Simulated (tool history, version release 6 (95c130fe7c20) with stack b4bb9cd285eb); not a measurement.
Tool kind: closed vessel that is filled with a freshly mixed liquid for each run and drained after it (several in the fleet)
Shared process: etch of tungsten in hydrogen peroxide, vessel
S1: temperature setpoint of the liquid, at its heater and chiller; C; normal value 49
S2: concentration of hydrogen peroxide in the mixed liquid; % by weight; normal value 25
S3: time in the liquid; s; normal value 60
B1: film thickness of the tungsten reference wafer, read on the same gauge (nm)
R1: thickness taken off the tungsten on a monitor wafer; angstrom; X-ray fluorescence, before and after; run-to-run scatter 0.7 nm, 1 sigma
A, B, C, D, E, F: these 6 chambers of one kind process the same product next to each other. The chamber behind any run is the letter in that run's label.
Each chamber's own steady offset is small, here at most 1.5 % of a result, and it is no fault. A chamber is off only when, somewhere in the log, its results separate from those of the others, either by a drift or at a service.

run     day    S1    S2  S3      B1      R1
 1E    0.25    49    25  60  50.007  936.18
 2B   0.696    49    25  60  50.031  944.85
 3C   1.104    49    25  60  50.023  940.15
 4F   1.462    49    25  60  50.013  939.83
 5A   1.942    49    25  60  50.029  948.16
 6D     2.4    49    25  60  50.009  937.85
 7F   2.808    49    25  60  49.999   938.7
      2.921  -- chamber C: thermometer replaced
 8B   3.271    49  19.5  50  49.992  692.05
 9E   3.767    49  19.5  50   50.02  684.37
      3.796  -- chamber E: new drum of peroxide connected
10D     4.1    49  19.5  50  50.015  702.17
11A   4.333    49  19.5  50  49.966  690.48
      4.746  -- chamber B: thermometer replaced
12C   4.762    49  19.5  50      50  698.64
13E     5.2    49  19.5  50  50.026  689.02
14B   5.512    49    25  60  50.039   942.1
15C   5.833  44.5    25  60  50.015  715.11
16F   6.321  44.5    25  60  49.977  704.84
17A   6.579  44.5    25  60  50.022  711.57
18D   6.925  44.5    25  60  50.047  712.43
19C   7.279  44.5    25  60  50.067  711.35
20D   7.588  44.5    25  60   49.98  702.26
21B   8.062    49    25  60  49.947  950.99
22F   8.562    49    25  60  49.999  938.25
23E   9.046    49    25  60  49.995  942.61
24A   9.388    49    25  60  50.031  950.29
25B   9.688    49    25  60  50.028  939.99
26E  10.112  40.5    19  60  50.004  488.88
27C  10.346  40.5    19  60  49.987  491.67
28D  10.758  40.5    19  60  50.027  471.71
29A  11.196  40.5    19  60  49.946  484.97
30F  11.446  40.5    19  60  50.029  482.06
31D  11.875  40.5    19  60  50.041  479.44
32B  12.129    49    25  60  49.985  941.84
33A   12.35    49    25  60  50.034  949.79
34E  12.617    49    25  60  50.006  943.67
35F  12.862    49    25  75  49.998  1169.5
36C  13.317    49    25  75  49.959    1227
37F    13.8    49    25  75  50.007  1162.5
38E  14.129    49    25  75  50.013  1165.4
39A  14.625    49    25  75  50.013  1180.2
40C  14.867    49    25  75  50.058  1236.5
41B  15.354    49    25  60  50.025  949.48
42D  15.667    49    25  60  49.966  940.14
43B  16.079    49    25  60  49.956  952.25
44E  16.575    49    25  60   49.99  934.44

Decide between three cases: one chamber stands off from its peers, the gauge reading all wafers drifts, or nothing is wrong past each chamber's small offset. Where a chamber is off, say which and what most likely put it there.

One chamber, C, drifts off from the rest bit by bit.
What lies behind it: peroxide flow above the setpoint (%) = 10.1.
The log may not tell that from: liquid hotter than its thermometer reads (K).

Chamber C could run next with any of the 4 candidate recipes listed below; each alters the usual settings, and their results appear as question marks. Which one brings its results back in line with what the other chambers deliver on the usual settings?
A result is in line if it is within this distance of the other chambers' mean on the usual settings: R1 24 angstrom
45C-1  16.933  50.5    25  60       ?
45C-2  16.933  47.5    25  60       ?
45C-3  16.933    49  22.5  60       ?
45C-4  16.933    49  27.5  60       ?

The other chambers' mean on the usual settings: R1 941.33 angstrom
  run      R1
45C-1  1079.2
45C-2  899.62
45C-3  935.96
45C-4  1033.2
The answer is 45C-3, which returns the chamber to within the allowed miss of the others.

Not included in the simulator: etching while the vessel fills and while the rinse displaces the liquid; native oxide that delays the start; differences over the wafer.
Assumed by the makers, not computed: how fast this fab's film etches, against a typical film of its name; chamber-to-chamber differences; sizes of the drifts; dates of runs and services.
